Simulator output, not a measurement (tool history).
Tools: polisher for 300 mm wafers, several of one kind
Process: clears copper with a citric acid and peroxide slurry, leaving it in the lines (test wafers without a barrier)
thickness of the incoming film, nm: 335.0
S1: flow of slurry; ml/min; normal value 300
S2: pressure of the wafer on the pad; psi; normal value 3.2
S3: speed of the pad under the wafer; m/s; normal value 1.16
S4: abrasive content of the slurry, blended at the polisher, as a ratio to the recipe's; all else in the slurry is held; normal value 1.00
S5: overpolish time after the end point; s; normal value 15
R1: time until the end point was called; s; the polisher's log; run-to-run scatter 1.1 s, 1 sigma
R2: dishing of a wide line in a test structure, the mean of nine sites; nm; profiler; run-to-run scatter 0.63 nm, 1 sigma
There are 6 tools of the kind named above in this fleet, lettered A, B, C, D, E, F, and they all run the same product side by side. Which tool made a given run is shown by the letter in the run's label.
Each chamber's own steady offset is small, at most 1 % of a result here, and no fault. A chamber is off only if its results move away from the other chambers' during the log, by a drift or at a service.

Run 1E, hour 7.1: usual settings. Result: R1 105.420 s, R2 31.014 nm.
At hour 14.9: chamber E: worn pad replaced by a new one.
Run 2A, hour 15.8: usual settings. Result: R1 103.590 s, R2 31.066 nm.
Run 3D, hour 27.2: usual settings. Result: R1 105.240 s, R2 31.679 nm.
At hour 33.9: chamber F: head pressure recalibrated.
Run 4C, hour 36.9: usual settings. Result: R1 103.140 s, R2 30.756 nm.
At hour 41.2: chamber B: worn pad replaced by a new one.
Run 5F, hour 53.0: usual settings. Result: R1 101.370 s, R2 31.832 nm.
At hour 58.5: chamber B: head pressure recalibrated.
At hour 59.2: chamber B: slurry nozzle cleaned.
Run 6B, hour 62.1: usual settings. Result: R1 102.550 s, R2 32.691 nm.
At hour 68.2: chamber A: worn pad replaced by a new one.
At hour 75.4: chamber D: worn pad replaced by a new one.
At hour 76.8: chamber F: worn pad replaced by a new one.
Run 7E, hour 77.5: usual settings. Result: R1 104.880 s, R2 31.979 nm.
At hour 78.2: chamber F: slurry blender recalibrated.
At hour 79.1: chamber C: worn pad replaced by a new one.
At hour 88.1: chamber E: slurry nozzle cleaned.
Run 8A, hour 89.7: usual settings. Result: R1 103.070 s, R2 32.246 nm.
Run 9F, hour 101.1: usual settings. Result: R1 102.700 s, R2 33.086 nm.
At hour 108.0: chamber A: head pressure recalibrated.
At hour 110.1: chamber D: slurry blender recalibrated.
Run 10C, hour 111.7: usual settings. Result: R1 103.750 s, R2 32.342 nm.
At hour 117.6: chamber D: head pressure recalibrated.
Run 11D, hour 121.4: usual settings. Result: R1 104.360 s, R2 32.430 nm.
At hour 129.5: chamber E: worn pad replaced by a new one.
At hour 133.0: chamber B: worn pad replaced by a new one.
Run 12B, hour 137.7: usual settings. Result: R1 102.420 s, R2 32.608 nm.
At hour 149.7: chamber F: slurry nozzle cleaned.
Run 13D, hour 152.5: usual settings. Result: R1 104.600 s, R2 31.611 nm.
Run 14A, hour 160.7: usual settings. Result: R1 104.550 s, R2 32.471 nm.
At hour 164.6: chamber F: worn pad replaced by a new one.
At hour 166.3: chamber A: worn pad replaced by a new one.
Run 15C, hour 175.7: usual settings. Result: R1 104.640 s, R2 32.230 nm.
Run 16F, hour 187.5: usual settings. Result: R1 102.210 s, R2 32.025 nm.
At hour 188.7: chamber C: worn pad replaced by a new one.
Run 17B, hour 195.3: usual settings. Result: R1 103.990 s, R2 31.807 nm.
At hour 195.6: chamber F: slurry blender recalibrated.
At hour 198.4: chamber E: slurry blender recalibrated.
Run 18E, hour 207.4: usual settings. Result: R1 104.160 s, R2 31.118 nm.
At hour 216.2: chamber E: worn pad replaced by a new one.
Run 19D, hour 217.4: usual settings. Result: R1 104.480 s, R2 31.447 nm.
At hour 221.8: chamber B: worn pad replaced by a new one.
Run 20C, hour 228.8: usual settings. Result: R1 102.880 s, R2 31.398 nm.
At hour 230.2: chamber B: slurry blender recalibrated.
At hour 231.9: chamber D: worn pad replaced by a new one.
At hour 239.3: chamber D: slurry nozzle cleaned.
Run 21B, hour 240.3: usual settings but S2 2.3 psi. Result: R1 143.700 s, R2 24.021 nm.
At hour 243.4: chamber C: slurry blender recalibrated.
Run 22A, hour 253.7: usual settings but S2 2.3 psi. Result: R1 142.070 s, R2 23.983 nm.
Run 23F, hour 267.7: usual settings but S2 2.3 psi. Result: R1 141.560 s, R2 24.121 nm.
At hour 274.0: chamber F: worn pad replaced by a new one.
Run 24E, hour 275.3: usual settings but S2 2.3 psi. Result: R1 144.180 s, R2 24.392 nm.
At hour 279.6: chamber A: slurry blender recalibrated.
At hour 286.4: chamber C: worn pad replaced by a new one.
At hour 290.7: chamber A: worn pad replaced by a new one.
Run 25B, hour 290.8: usual settings but S2 2.3 psi. Result: R1 144.260 s, R2 24.243 nm.
Run 26E, hour 302.7: usual settings but S2 2.3 psi. Result: R1 143.980 s, R2 23.883 nm.
At hour 310.2: chamber E: slurry nozzle cleaned.
Run 27A, hour 312.2: usual settings. Result: R1 104.830 s, R2 31.406 nm.
At hour 313.9: chamber F: slurry blender recalibrated.
At hour 322.9: chamber E: worn pad replaced by a new one.
Run 28F, hour 324.5: usual settings. Result: R1 103.040 s, R2 30.758 nm.
At hour 325.6: chamber B: worn pad replaced by a new one.
Run 29C, hour 338.1: usual settings. Result: R1 102.300 s, R2 32.303 nm.
Run 30D, hour 353.3: usual settings. Result: R1 104.470 s, R2 32.225 nm.
Run 31B, hour 363.2: usual settings. Result: R1 104.950 s, R2 32.364 nm.
At hour 363.3: chamber D: worn pad replaced by a new one.
Run 32A, hour 371.5: usual settings. Result: R1 103.720 s, R2 31.052 nm.
Run 33C, hour 379.3: usual settings. Result: R1 103.400 s, R2 32.180 nm.
At hour 380.7: chamber C: worn pad replaced by a new one.
At hour 386.7: chamber F: worn pad replaced by a new one.
Run 34E, hour 387.9: usual settings. Result: R1 105.130 s, R2 32.478 nm.
Run 35F, hour 397.6: usual settings. Result: R1 102.050 s, R2 32.562 nm.
At hour 410.1: chamber A: worn pad replaced by a new one.
Run 36D, hour 410.6: usual settings. Result: R1 104.600 s, R2 31.949 nm.
At hour 419.0: chamber E: worn pad replaced by a new one.
Run 37A, hour 420.4: usual settings. Result: R1 103.170 s, R2 32.762 nm.
At hour 424.5: chamber B: worn pad replaced by a new one.
Run 38D, hour 431.7: usual settings but S4 1.15. Result: R1 100.340 s, R2 32.465 nm.
At hour 439.4: chamber F: slurry blender recalibrated.
Run 39C, hour 443.2: usual settings but S4 1.15. Result: R1 101.760 s, R2 32.660 nm.
Run 40E, hour 450.9: usual settings but S4 1.15. Result: R1 99.665 s, R2 33.917 nm.
At hour 453.8: chamber F: slurry nozzle cleaned.
Run 41B, hour 464.6: usual settings but S4 1.15. Result: R1 101.620 s, R2 33.120 nm.
Run 42F, hour 479.0: usual settings but S4 1.15. Result: R1 99.841 s, R2 32.379 nm.
Run 43E, hour 491.4: usual settings but S4 1.15. Result: R1 101.950 s, R2 32.327 nm.
Run 44D, hour 507.0: usual settings. Result: R1 104.110 s, R2 33.452 nm.

Is one chamber out of step, is the gauge drifting, or do the chambers differ by no more than their own small offsets? For an off chamber, give its letter and the likeliest cause.

No chamber stands off beyond its own small offset, and the gauge holds steady.

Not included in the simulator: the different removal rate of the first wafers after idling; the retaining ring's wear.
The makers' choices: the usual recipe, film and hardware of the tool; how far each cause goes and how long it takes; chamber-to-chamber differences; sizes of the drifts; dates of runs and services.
